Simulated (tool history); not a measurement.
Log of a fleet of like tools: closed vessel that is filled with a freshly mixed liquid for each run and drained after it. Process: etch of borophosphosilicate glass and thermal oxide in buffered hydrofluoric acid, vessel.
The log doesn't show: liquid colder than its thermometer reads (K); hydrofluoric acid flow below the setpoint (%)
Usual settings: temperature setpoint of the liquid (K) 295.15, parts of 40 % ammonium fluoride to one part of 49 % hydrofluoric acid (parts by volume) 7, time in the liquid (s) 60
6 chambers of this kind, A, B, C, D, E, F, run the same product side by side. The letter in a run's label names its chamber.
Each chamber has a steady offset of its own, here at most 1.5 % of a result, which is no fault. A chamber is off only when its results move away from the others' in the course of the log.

run,hour,temperature setpoint of the liquid (K),parts of 40 % ammonium fluoride to one part of 49 % hydrofluoric acid (parts by volume),time in the liquid (s),hours since the thermometer was replaced,hours since the hydrofluoric acid flow meter was replaced,"read-back film thickness of the borophosphosilicate glass reference wafer, read on the same gauge (nm)","read-back film thickness of the thermal oxide reference wafer, read on the same gauge (nm)",thickness taken off the borophosphosilicate glass on a monitor wafer (angstrom),thickness taken off the thermal oxide on a monitor wafer (angstrom)
1A,11.3,295.15,7,60,79.1,264.9,99.982,110.01,1238.80,857.22
2E,18.5,295.15,7,60,1166.8,1697.4,100.000,109.96,1225.30,860.56
3B,28.9,295.15,7,60,384.3,2254.4,100.000,109.99,1224.30,856.46
# hour 32.1: chamber F: hydrofluoric acid flow meter replaced
4F,36.0,295.15,7,60,288.8,4.0,99.981,109.96,1233.10,856.29
5C,47.1,295.15,7,60,516.2,1716.0,99.982,110.01,1219.80,859.65
6D,54.9,295.15,7,60,2148.9,828.6,100.010,109.98,1230.10,850.91
7B,69.5,295.15,7,60,424.9,2295.0,99.985,109.96,1214.70,856.92
8D,82.7,295.15,7,60,2176.7,856.4,99.979,110.00,1240.70,854.14
9E,95.7,295.15,7,60,1244.0,1774.6,99.999,110.00,1229.30,855.38
# hour 104.6: chamber E: thermometer replaced
10F,110.7,292.65,5,60,363.5,78.7,99.979,110.01,1453.90,993.36
11A,118.2,292.65,5,60,186.0,371.8,99.988,110.00,1439.60,991.46
12C,128.7,292.65,5,60,597.8,1797.6,99.992,109.98,1425.90,995.69
13E,143.2,292.65,5,60,38.7,1822.1,100.020,109.99,1449.90,997.31
# hour 154.9: chamber E: hydrofluoric acid flow meter replaced
14A,158.4,292.65,5,60,226.2,412.0,99.984,110.00,1432.50,990.70
15F,168.5,292.65,5,60,421.3,136.5,99.998,110.00,1451.00,1000.60
16B,181.9,295.15,7,60,537.3,2407.4,99.992,109.99,1210.60,852.87
17D,190.1,295.15,7,60,2284.1,963.8,100.010,110.01,1229.50,848.92
18C,197.3,295.15,7,60,666.4,1866.2,99.985,109.98,1211.00,856.00
19F,208.2,295.15,7,60,461.0,176.2,100.010,110.03,1237.50,856.87
20E,215.0,295.15,7,60,110.5,60.1,100.020,109.97,1238.00,860.51
21A,222.0,295.15,7,60,289.8,475.6,100.000,110.01,1225.20,862.69
22D,236.4,295.15,7,60,2330.4,1010.1,99.970,109.99,1232.20,852.88
23B,244.1,295.15,7,60,599.5,2469.6,100.010,109.97,1224.00,856.33
# hour 246.0: chamber D: thermometer replaced
24C,252.3,295.15,7,60,721.4,1921.2,100.050,110.01,1217.10,853.20
25B,267.8,295.15,7,60,623.2,2493.3,100.060,110.00,1218.20,851.55
26F,282.7,295.15,7,60,535.5,250.7,100.030,109.97,1236.80,850.32
27C,297.8,295.15,7,60,766.9,1966.7,99.948,109.98,1217.10,857.73
28E,309.9,295.15,7,35,205.4,155.0,99.985,110.02,721.35,497.44
29A,319.4,295.15,7,35,387.2,573.0,100.010,110.01,716.88,498.49
30D,331.7,295.15,7,35,85.7,1105.4,100.030,110.02,722.25,496.67
# hour 337.7: chamber C: hydrofluoric acid flow meter replaced
31E,339.0,295.15,7,35,234.5,184.1,100.010,110.03,719.62,503.48
# hour 346.3: chamber F: thermometer replaced
32D,349.4,295.15,7,35,103.4,1123.1,100.040,109.98,714.89,500.77
33A,362.5,295.15,7,35,430.3,616.1,99.980,109.97,719.46,500.28
34F,369.9,295.15,9,85,23.6,337.9,99.976,110.00,1323.80,931.73
35C,381.0,295.15,9,85,850.1,43.3,100.000,110.02,1313.00,924.31
36B,394.2,295.15,9,85,749.6,2619.7,99.973,110.01,1311.90,924.04
37C,401.0,295.15,9,85,870.1,63.3,99.987,109.97,1310.80,934.77
38D,410.2,295.15,9,85,164.2,1183.9,100.020,110.05,1330.60,924.40
39B,424.8,295.15,9,85,780.2,2650.3,99.992,109.99,1315.20,920.53
40E,438.9,295.15,7,60,334.4,284.0,100.000,109.99,1243.90,865.59
41F,446.2,295.15,7,60,99.9,414.2,99.950,109.99,1245.60,857.71
42A,454.7,295.15,7,60,522.5,708.3,99.999,110.01,1226.60,860.32
43E,465.2,295.15,7,60,360.7,310.3,99.980,109.99,1231.90,861.15

What goes on in this fleet: one chamber off, a drifting gauge, or nothing beyond the chambers' own small offsets? Name the chamber and the cause, if any.

No chamber stands off beyond its own small offset, and the gauge holds steady.

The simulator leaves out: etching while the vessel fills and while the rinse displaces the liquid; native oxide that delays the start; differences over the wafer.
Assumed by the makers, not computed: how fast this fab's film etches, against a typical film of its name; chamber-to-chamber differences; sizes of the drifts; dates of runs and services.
